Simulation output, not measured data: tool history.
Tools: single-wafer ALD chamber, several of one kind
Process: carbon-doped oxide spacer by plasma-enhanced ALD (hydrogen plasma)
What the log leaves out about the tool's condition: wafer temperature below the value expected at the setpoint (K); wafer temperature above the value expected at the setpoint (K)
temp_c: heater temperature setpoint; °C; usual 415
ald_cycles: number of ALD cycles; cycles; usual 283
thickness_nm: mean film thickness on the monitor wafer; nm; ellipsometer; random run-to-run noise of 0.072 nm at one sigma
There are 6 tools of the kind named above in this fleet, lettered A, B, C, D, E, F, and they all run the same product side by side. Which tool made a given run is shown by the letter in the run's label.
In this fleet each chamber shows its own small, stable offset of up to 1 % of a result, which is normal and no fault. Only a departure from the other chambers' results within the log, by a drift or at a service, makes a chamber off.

run,day,temp_c,ald_cycles,hours since the last thermocouple change,"read-back reference wafer on the same gauge, thickness_nm",thickness_nm
1C,0.496,415,283,704.2,13.815,13.412
# day 1.025: chamber D: thermocouple changed; heater temperature recalibrated
2E,1.158,415,283,806.1,13.794,13.589
3B,1.558,415,283,563.8,13.804,13.551
4A,1.862,415,283,1452.3,13.804,13.755
5F,2.262,415,283,1023.8,13.806,13.712
6D,2.700,415,283,40.3,13.789,13.460
7E,3.017,415,283,850.7,13.803,13.485
8A,3.633,415,283,1494.8,13.799,13.539
9B,4.008,415,283,622.6,13.813,13.466
10D,4.508,415,283,83.7,13.776,13.492
11C,4.996,415,283,812.2,13.796,13.484
12F,5.554,415,283,1102.8,13.806,13.547
13C,5.912,415,283,834.2,13.794,13.415
14B,6.446,415,283,681.1,13.791,13.332
15D,6.883,415,283,140.7,13.797,13.460
16A,7.196,415,283,1580.3,13.791,13.526
17F,7.738,415,283,1155.2,13.797,13.559
18E,8.104,415,283,972.8,13.807,13.417
19E,8.442,415,283,980.9,13.795,13.497
20B,9.033,415,283,743.2,13.806,13.364
21D,9.583,415,283,205.5,13.788,13.529
22F,9.938,403,245,1208.0,13.796,12.149
23A,10.504,403,245,1659.7,13.806,12.232
24C,11.183,403,245,960.7,13.795,12.081
25F,11.829,403,245,1253.4,13.794,12.239
26B,12.179,403,245,818.7,13.808,12.020
27A,12.662,403,245,1711.5,13.781,12.231
28C,13.025,415,283,1004.9,13.804,13.541
29E,13.712,415,283,1107.4,13.785,13.407
30D,14.233,415,306,317.1,13.807,14.487
31B,14.621,415,306,877.3,13.806,14.712
32C,15.238,415,306,1058.0,13.790,14.591
# day 15.696: chamber E: thermocouple changed; heater temperature recalibrated
33F,15.850,415,306,1349.9,13.813,14.688
34D,16.450,415,306,370.3,13.791,14.425
35A,17.125,415,306,1818.6,13.796,14.814
36E,17.792,409,332,50.3,13.798,16.159
37A,18.233,409,332,1845.2,13.794,16.314
38E,18.904,409,332,77.0,13.804,16.041
39D,19.333,409,332,439.5,13.773,16.022
40B,19.738,409,332,1000.1,13.809,16.020

All 6 chambers run these settings next. Forecast each chamber's results:
41A,20.238,415,283,,,?
41B,20.238,415,283,,,?
41C,20.238,415,283,,,?
41D,20.238,415,283,,,?
41E,20.238,415,283,,,?
41F,20.238,415,283,,,?

run,thickness_nm
41A,13.577
41B,13.502
41C,13.364
41D,13.370
41E,13.604
41F,13.733
